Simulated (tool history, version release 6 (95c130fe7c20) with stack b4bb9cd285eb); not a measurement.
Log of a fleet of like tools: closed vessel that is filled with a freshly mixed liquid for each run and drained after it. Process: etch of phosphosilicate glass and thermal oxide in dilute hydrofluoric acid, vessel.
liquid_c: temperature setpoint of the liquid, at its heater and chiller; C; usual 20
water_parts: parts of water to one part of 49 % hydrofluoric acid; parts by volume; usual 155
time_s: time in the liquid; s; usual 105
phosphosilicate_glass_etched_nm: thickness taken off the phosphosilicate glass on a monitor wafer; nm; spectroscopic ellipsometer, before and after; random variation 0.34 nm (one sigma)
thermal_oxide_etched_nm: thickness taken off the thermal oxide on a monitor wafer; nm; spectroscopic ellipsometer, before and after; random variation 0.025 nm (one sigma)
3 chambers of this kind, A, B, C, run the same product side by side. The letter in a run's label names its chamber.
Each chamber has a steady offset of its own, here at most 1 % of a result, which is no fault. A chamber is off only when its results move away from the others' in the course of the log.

run   hour  liquid_c  water_parts  time_s  hours since the thermometer was replaced  hours since the hydrofluoric acid flow meter was replaced  read-back film thickness of the phosphosilicate glass reference wafer, read on the same gauge (nm)  read-back film thickness of the thermal oxide reference wafer, read on the same gauge (nm)  phosphosilicate_glass_etched_nm  thermal_oxide_etched_nm
 1C    9.6        20          155     105                                    1111.4                                                      175.1                                                                                              30.008                                                                                      79.987                           46.087                   2.5674
 2B   20.9        20          155     105                                     151.1                                                      411.1                                                                                              29.986                                                                                      79.987                            45.15                   2.5566
      29.1  -- chamber A: hydrofluoric acid flow meter replaced
 3A   35.3        20          155     105                                     805.9                                                        6.2                                                                                              30.008                                                                                      79.978                             45.1                   2.6195
 4B   46.2        20          155     105                                     176.4                                                      436.4                                                                                              29.998                                                                                      80.004                           46.083                   2.5972
 5C   54.7        17          155     105                                    1156.5                                                      220.2                                                                                              29.991                                                                                      79.966                            40.26                   2.2829
 6A   64.8        17          155     105                                     835.4                                                       35.7                                                                                              29.992                                                                                      80.036                           39.964                   2.2835
 7A   77.9        17          155     105                                     848.5                                                       48.8                                                                                              30.021                                                                                      79.999                           39.966                   2.3306
 8B   92.4        17          155      60                                     222.6                                                      482.6                                                                                              30.008                                                                                          80                           22.996                   1.2991
 9C  102.2        17          155      60                                      1204                                                      267.7                                                                                              30.007                                                                                      80.025                           22.796                   1.3474
10B  112.6        17          155      60                                     242.8                                                      502.8                                                                                              30.018                                                                                      80.014                           23.162                   1.3218
11C  121.4        20          155     105                                    1223.2                                                      286.9                                                                                              30.015                                                                                      80.005                           45.574                   2.5606
12A    136        20          155     105                                     906.6                                                      106.9                                                                                              30.017                                                                                       80.01                           44.534                   2.6297
13C  146.3        20          155     105                                    1248.1                                                      311.8                                                                                              30.008                                                                                      80.002                           44.654                    2.577
14B  153.2        20          155     105                                     283.4                                                      543.4                                                                                              29.999                                                                                      79.989                           44.603                   2.6055
     163.6  -- chamber C: thermometer replaced
15A  165.4        20          155     105                                       936                                                      136.3                                                                                              29.987                                                                                       79.99                           45.215                   2.5865
16B  179.7        20          155     105                                     309.9                                                      569.9                                                                                              29.973                                                                                      80.006                            45.27                   2.5757
17C    189        20          155     105                                      25.5                                                      354.5                                                                                              30.018                                                                                      80.011                           44.965                   2.6267
18A    197        20          155     105                                     967.6                                                      167.9                                                                                              29.995                                                                                      79.987                           45.788                   2.6111
19C  208.4        20          155     105                                      44.9                                                      373.9                                                                                              29.987                                                                                      80.013                           45.082                    2.596
20B  214.9        20          155     105                                     345.1                                                      605.1                                                                                              29.997                                                                                      79.962                           44.701                    2.586
21A  228.5        20          155     105                                     999.1                                                      199.4                                                                                              30.007                                                                                      80.054                           45.278                   2.5928
22B  237.2        20          155     105                                     367.4                                                      627.4                                                                                              29.987                                                                                      79.985                           44.787                    2.614
23C  251.6        20          155     105                                      88.1                                                      417.1                                                                                              29.995                                                                                      80.003                           45.127                   2.6095
24A  258.3        20          155     105                                    1028.9                                                      229.2                                                                                              30.006                                                                                      80.001                           44.998                   2.5834
25B  271.9        20          155     105                                     402.1                                                      662.1                                                                                              29.995                                                                                      79.994                           45.258                   2.6054
26C  278.5        20          155     105                                       115                                                        444                                                                                              30.022                                                                                       80.02                            45.68                   2.5582
27A  288.6        20          155     105                                    1059.2                                                      259.5                                                                                              30.006                                                                                      80.006                            45.03                   2.5744
28B  297.3        20          155     105                                     427.5                                                      687.5                                                                                              30.008                                                                                      80.006                           45.784                   2.6106
29A  305.7        20          155     105                                    1076.3                                                      276.6                                                                                              30.004                                                                                      79.976                           45.882                   2.6211
30C  313.7        20          155     105                                     150.2                                                      479.2                                                                                              29.998                                                                                      80.009                           45.509                   2.5875
31B  328.1        20          155     105                                     458.3                                                      718.3                                                                                              29.996                                                                                      79.989                           44.985                   2.6247
32A  340.9        20          220     105                                    1111.5                                                      311.8                                                                                              30.007                                                                                      80.007                           30.144                   1.7507
33C  352.9        20          220     105                                     189.4                                                      518.4                                                                                              30.011                                                                                      80.009                           29.844                   1.7349
34C  361.2        20          220     105                                     197.7                                                      526.7                                                                                              29.987                                                                                      79.989                           30.066                   1.7205
35B  371.6        20          115     105                                     501.8                                                      761.8                                                                                              29.996                                                                                      79.988                           63.893                    3.685
36A  379.5        20          115     105                                    1150.1                                                      350.4                                                                                              30.003                                                                                      79.986                            63.54                   3.6562
37A  387.1        20          115     105                                    1157.7                                                        358                                                                                               29.99                                                                                      79.989                           63.264                   3.5846
38C    397        20          155     105                                     233.5                                                      562.5                                                                                              30.015                                                                                      80.004                           45.928                   2.5878
39B    404        20          155     105                                     534.2                                                      794.2                                                                                              29.977                                                                                      80.028                           45.857                   2.6095
40B    413        20          155     105                                     543.2                                                      803.2                                                                                              29.992                                                                                      80.017                           45.503                   2.5909

Next, every chamber runs the same settings. What will each give?
41A  423.5        20          155     105                                                                                                                                                                                                                                                                                                                                     ?                        ?
41B  423.5        20          155     105                                                                                                                                                                                                                                                                                                                                     ?                        ?
41C  423.5        20          155     105                                                                                                                                                                                                                                                                                                                                     ?                        ?

run  phosphosilicate_glass_etched_nm  thermal_oxide_etched_nm
41A                           45.082                   2.6294
41B                           45.023                   2.6099
41C                           45.711                   2.6522
